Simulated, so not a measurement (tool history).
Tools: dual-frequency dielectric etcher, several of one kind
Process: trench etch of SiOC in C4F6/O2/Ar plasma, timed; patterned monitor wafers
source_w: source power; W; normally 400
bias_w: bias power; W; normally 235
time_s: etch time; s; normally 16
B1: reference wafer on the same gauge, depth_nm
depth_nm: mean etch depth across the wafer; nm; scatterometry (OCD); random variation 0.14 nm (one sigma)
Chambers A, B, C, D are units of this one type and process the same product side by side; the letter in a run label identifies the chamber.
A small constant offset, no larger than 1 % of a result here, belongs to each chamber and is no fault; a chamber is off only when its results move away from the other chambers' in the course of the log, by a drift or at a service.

Run 1C, day 0.333: usual settings; B1 33.889. Result: depth_nm 35.981 nm.
Run 2B, day 0.65: usual settings; B1 33.905. Result: depth_nm 35.952 nm.
Run 3D, day 0.888: usual settings; B1 33.884. Result: depth_nm 36.296 nm.
Run 4A, day 1.158: usual settings; B1 33.913. Result: depth_nm 35.994 nm.
Run 5B, day 1.375: usual settings; B1 33.904. Result: depth_nm 36.311 nm.
Run 6D, day 1.562: usual settings; B1 33.892. Result: depth_nm 36.543 nm.
Run 7A, day 1.808: usual settings; B1 33.906. Result: depth_nm 35.904 nm.
Run 8C, day 2.15: usual settings; B1 33.89. Result: depth_nm 35.987 nm.
Run 9D, day 2.508: usual settings; B1 33.905. Result: depth_nm 36.485 nm.
Run 10A, day 2.888: usual settings; B1 33.903. Result: depth_nm 36.184 nm.
Run 11B, day 3.212: usual settings; B1 33.88. Result: depth_nm 36.551 nm.
Run 12C, day 3.467: usual settings; B1 33.899. Result: depth_nm 36.048 nm.
Run 13C, day 3.779: usual settings; B1 33.904. Result: depth_nm 35.934 nm.
Run 14D, day 4.008: usual settings; B1 33.87. Result: depth_nm 36.491 nm.
Run 15B, day 4.4: usual settings; B1 33.887. Result: depth_nm 36.296 nm.
Run 16A, day 4.638: usual settings; B1 33.897. Result: depth_nm 35.981 nm.
At day 4.671: chamber C: wet clean of the chamber.
Run 17D, day 4.921: usual settings but source_w 320 W; B1 33.916. Result: depth_nm 33.53 nm.
Run 18B, day 5.283: usual settings but source_w 320 W; B1 33.858. Result: depth_nm 33.073 nm.
Run 19C, day 5.483: usual settings but source_w 320 W; B1 33.924. Result: depth_nm 32.809 nm.
Run 20A, day 5.708: usual settings but source_w 320 W; B1 33.901. Result: depth_nm 32.89 nm.
Run 21A, day 6.075: usual settings; B1 33.92. Result: depth_nm 36.369 nm.
Run 22B, day 6.325: usual settings but source_w 350 W, bias_w 201 W; B1 33.921. Result: depth_nm 32.544 nm.
Run 23D, day 6.658: usual settings but source_w 350 W, bias_w 201 W; B1 33.9. Result: depth_nm 32.85 nm.
Run 24C, day 7.054: usual settings but source_w 350 W, bias_w 201 W; B1 33.887. Result: depth_nm 32.56 nm.
Run 25B, day 7.371: usual settings but source_w 350 W, bias_w 201 W; B1 33.904. Result: depth_nm 32.667 nm.
Run 26D, day 7.658: usual settings; B1 33.882. Result: depth_nm 36.479 nm.
Run 27A, day 8.025: usual settings; B1 33.939. Result: depth_nm 36.286 nm.
Run 28C, day 8.288: usual settings; B1 33.888. Result: depth_nm 35.997 nm.
Run 29D, day 8.704: usual settings; B1 33.902. Result: depth_nm 36.567 nm.
At day 8.908: chamber A: wet clean of the chamber.
Run 30B, day 8.929: usual settings; B1 33.887. Result: depth_nm 36.241 nm.
Run 31A, day 9.167: usual settings; B1 33.921. Result: depth_nm 35.804 nm.
Run 32C, day 9.388: usual settings; B1 33.884. Result: depth_nm 35.681 nm.
Run 33B, day 9.758: usual settings; B1 33.892. Result: depth_nm 36.246 nm.

For the next run the whole fleet of 4 chambers uses the same settings. Give each chamber's results:
Run 34A, day 10.062: usual settings. Result: depth_nm ?.
Run 34B, day 10.062: usual settings. Result: depth_nm ?.
Run 34C, day 10.062: usual settings. Result: depth_nm ?.
Run 34D, day 10.062: usual settings. Result: depth_nm ?.

run  depth_nm
34A    36.089
34B    36.281
34C     35.95
34D    36.376

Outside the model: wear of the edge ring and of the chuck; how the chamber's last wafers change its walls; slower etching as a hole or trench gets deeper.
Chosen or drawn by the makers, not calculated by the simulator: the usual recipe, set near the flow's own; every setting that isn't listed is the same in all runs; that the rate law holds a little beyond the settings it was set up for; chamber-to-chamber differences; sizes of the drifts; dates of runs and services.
